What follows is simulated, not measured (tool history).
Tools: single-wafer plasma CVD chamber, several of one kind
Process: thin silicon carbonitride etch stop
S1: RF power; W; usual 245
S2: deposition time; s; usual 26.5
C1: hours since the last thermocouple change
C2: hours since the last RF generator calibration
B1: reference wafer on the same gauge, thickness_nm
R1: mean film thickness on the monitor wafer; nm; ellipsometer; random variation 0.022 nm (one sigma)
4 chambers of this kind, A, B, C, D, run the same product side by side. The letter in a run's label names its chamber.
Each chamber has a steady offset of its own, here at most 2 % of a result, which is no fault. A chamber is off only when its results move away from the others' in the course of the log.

{"run": "1B", "day": 0.125, "S1": 245, "S2": 26.5, "C1": 1070, "C2": 122.2, "B1": 19.199, "R1": 16.128}
{"run": "2D", "day": 0.271, "S1": 245, "S2": 26.5, "C1": 973.8, "C2": 308.5, "B1": 19.21, "R1": 16.01}
{"run": "3A", "day": 0.392, "S1": 245, "S2": 26.5, "C1": 251.5, "C2": 952.1, "B1": 19.213, "R1": 16.323}
{"run": "4C", "day": 0.592, "S1": 245, "S2": 26.5, "C1": 1157.9, "C2": 425.2, "B1": 19.217, "R1": 15.91}
{"run": "5B", "day": 0.762, "S1": 245, "S2": 26.5, "C1": 1085.3, "C2": 137.5, "B1": 19.21, "R1": 16.13}
{"run": "6D", "day": 0.862, "S1": 245, "S2": 26.5, "C1": 988, "C2": 322.7, "B1": 19.224, "R1": 15.962}
{"run": "7C", "day": 1.033, "S1": 245, "S2": 26.5, "C1": 1168.5, "C2": 435.8, "B1": 19.224, "R1": 15.932}
{"run": "8A", "day": 1.175, "S1": 245, "S2": 26.5, "C1": 270.3, "C2": 970.9, "B1": 19.218, "R1": 16.313}
{"run": "9A", "day": 1.392, "S1": 200, "S2": 28.5, "C1": 275.5, "C2": 976.1, "B1": 19.224, "R1": 16.501}
{"run": "10C", "day": 1.596, "S1": 200, "S2": 28.5, "C1": 1182, "C2": 449.3, "B1": 19.223, "R1": 16.112}
{"run": "11B", "day": 1.762, "S1": 200, "S2": 28.5, "C1": 1109.3, "C2": 161.5, "B1": 19.224, "R1": 16.305}
{"run": "12D", "day": 1.9, "S1": 200, "S2": 28.5, "C1": 1012.9, "C2": 347.6, "B1": 19.236, "R1": 16.231}
{"run": "13A", "day": 2.012, "S1": 245, "S2": 26.5, "C1": 290.4, "C2": 991, "B1": 19.234, "R1": 16.307}
{"run": "14D", "day": 2.188, "S1": 245, "S2": 26.5, "C1": 1019.8, "C2": 354.5, "B1": 19.246, "R1": 16.057}
{"run": "15C", "day": 2.354, "S1": 275, "S2": 22.2, "C1": 1200.2, "C2": 467.5, "B1": 19.245, "R1": 13.844}
{"run": "16B", "day": 2.508, "S1": 275, "S2": 22.2, "C1": 1127.2, "C2": 179.4, "B1": 19.245, "R1": 14}
{"run": "17C", "day": 2.671, "S1": 275, "S2": 22.2, "C1": 1207.8, "C2": 475.1, "B1": 19.252, "R1": 13.85}
{"run": "18A", "day": 2.796, "S1": 275, "S2": 22.2, "C1": 309.2, "C2": 1009.8, "B1": 19.255, "R1": 14.172}
{"run": "19B", "day": 2.917, "S1": 245, "S2": 26.5, "C1": 1137, "C2": 189.2, "B1": 19.259, "R1": 16.176}
{"run": "20D", "day": 3.025, "S1": 245, "S2": 26.5, "C1": 1039.9, "C2": 374.6, "B1": 19.259, "R1": 16.045}
{"run": "21C", "day": 3.212, "S1": 245, "S2": 26.5, "C1": 1220.8, "C2": 488.1, "B1": 19.26, "R1": 15.974}
{"run": "22B", "day": 3.317, "S1": 245, "S2": 26.5, "C1": 1146.6, "C2": 198.8, "B1": 19.26, "R1": 16.173}
{"run": "23A", "day": 3.417, "S1": 245, "S2": 26.5, "C1": 324.1, "C2": 1024.7, "B1": 19.268, "R1": 16.309}
{"run": "24D", "day": 3.583, "S1": 245, "S2": 26.5, "C1": 1053.3, "C2": 388, "B1": 19.268, "R1": 16.078}
{"run": "25C", "day": 3.675, "S1": 245, "S2": 26.5, "C1": 1231.9, "C2": 499.2, "B1": 19.268, "R1": 15.988}
{"run": "26A", "day": 3.825, "S1": 245, "S2": 26.5, "C1": 333.9, "C2": 1034.5, "B1": 19.28, "R1": 16.375}
{"run": "27B", "day": 3.996, "S1": 245, "S2": 26.5, "C1": 1162.9, "C2": 215.1, "B1": 19.279, "R1": 16.197}
{"run": "28D", "day": 4.092, "S1": 245, "S2": 26.5, "C1": 1065.5, "C2": 400.2, "B1": 19.281, "R1": 16.059}
{"run": "29A", "day": 4.262, "S1": 245, "S2": 26.5, "C1": 344.4, "C2": 1045, "B1": 19.287, "R1": 16.346}
{"run": "30C", "day": 4.467, "S1": 245, "S2": 26.5, "C1": 1250.9, "C2": 518.2, "B1": 19.281, "R1": 16.003}
{"day": 4.496, "done": "chamber D: thermocouple changed; heater temperature recalibrated"}
{"run": "31D", "day": 4.6, "S1": 245, "S2": 26.5, "C1": 2.5, "C2": 412.4, "B1": 19.288, "R1": 16.089}
{"run": "32B", "day": 4.775, "S1": 245, "S2": 26.5, "C1": 1181.6, "C2": 233.8, "B1": 19.289, "R1": 16.22}
{"run": "33B", "day": 4.971, "S1": 245, "S2": 26.5, "C1": 1186.3, "C2": 238.5, "B1": 19.295, "R1": 16.191}
{"run": "34C", "day": 5.146, "S1": 245, "S2": 26.5, "C1": 1267.2, "C2": 534.5, "B1": 19.305, "R1": 16.033}
{"run": "35A", "day": 5.308, "S1": 245, "S2": 26.5, "C1": 369.5, "C2": 1070.1, "B1": 19.302, "R1": 16.376}
{"run": "36D", "day": 5.488, "S1": 245, "S2": 26.5, "C1": 23.8, "C2": 433.7, "B1": 19.303, "R1": 16.052}

What goes on in this fleet: one chamber off, a drifting gauge, or nothing beyond the chambers' own small offsets? Name the chamber and the cause, if any.

The gauge drifts, so all chambers seem to drift together. No chamber is off.
Cause: gauge reads high (%) = 0.572.

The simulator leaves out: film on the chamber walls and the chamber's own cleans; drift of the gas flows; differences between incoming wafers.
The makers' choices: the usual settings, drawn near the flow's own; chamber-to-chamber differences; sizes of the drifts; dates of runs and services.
